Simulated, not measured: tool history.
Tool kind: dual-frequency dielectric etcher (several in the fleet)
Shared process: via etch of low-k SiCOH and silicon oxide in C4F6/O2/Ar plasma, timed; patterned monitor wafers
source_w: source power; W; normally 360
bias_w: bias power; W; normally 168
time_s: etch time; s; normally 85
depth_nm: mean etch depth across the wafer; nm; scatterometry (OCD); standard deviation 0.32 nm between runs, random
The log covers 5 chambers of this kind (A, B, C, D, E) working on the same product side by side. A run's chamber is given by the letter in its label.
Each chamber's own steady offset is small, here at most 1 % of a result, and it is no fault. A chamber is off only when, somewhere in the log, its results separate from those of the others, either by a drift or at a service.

run	hour	source_w	bias_w	time_s	read-back reference wafer on the same gauge, depth_nm	depth_nm
1D	3.7	360	168	85	263.06	222.36
2E	10.2	360	168	85	263.15	221.57
3B	15.1	360	168	85	263.09	222.88
4C	19.0	360	168	85	263.17	221.00
5A	26.2	360	168	85	263.22	221.89
6C	30.9	360	168	85	263.29	221.96
7E	35.7	360	168	85	263.28	222.18
8B	41.3	360	168	85	263.21	222.80
9D	45.0	360	168	85	263.24	222.54
10A	52.4	360	168	85	263.31	222.15
11C	58.8	360	168	85	263.35	221.22
12B	64.2	360	168	85	263.52	223.03
13E	68.5	360	168	85	263.49	221.77
14D	75.9	360	168	85	263.51	222.79
15A	82.3	390	168	103	263.54	277.90
16B	88.1	390	168	103	263.65	278.43
17D	91.8	390	168	103	263.62	279.10
18C	99.1	390	168	103	263.66	277.53
19E	102.5	390	168	103	263.78	277.78
20A	107.2	360	168	107	263.63	279.66
21A	110.6	360	168	107	263.76	279.48
22E	117.2	360	168	107	263.82	279.98
23B	123.5	360	168	107	263.91	280.89
24C	128.5	360	168	107	263.97	279.62
25D	133.4	360	168	85	263.99	223.39
26B	139.0	360	168	85	263.99	223.42
27C	146.4	360	168	85	264.08	222.26
# hour 147.0: chamber A: wet clean of the chamber
28E	149.9	360	168	85	264.11	222.45
29D	153.2	360	142	85	264.05	212.14
30A	156.6	360	142	85	264.11	211.23
31B	161.4	360	142	85	264.08	212.01
32C	168.1	360	142	85	264.22	210.78
33A	172.9	360	142	85	264.26	211.57
34E	178.6	360	168	85	264.24	222.40
35D	184.0	360	168	85	264.20	223.47
36C	189.0	360	168	85	264.28	221.76
37A	195.0	360	168	85	264.25	223.11
38D	201.9	360	168	85	264.46	223.45
39B	207.9	360	168	85	264.47	223.25
40E	213.3	360	168	85	264.48	222.33
41A	219.9	360	168	85	264.48	222.46

What goes on in this fleet: one chamber off, a drifting gauge, or nothing beyond the chambers' own small offsets? Name the chamber and the cause, if any.

The shared gauge is drifting. All chambers look as if they move in step, but none is off.
Likeliest cause: gauge reads high (%) = 0.589.
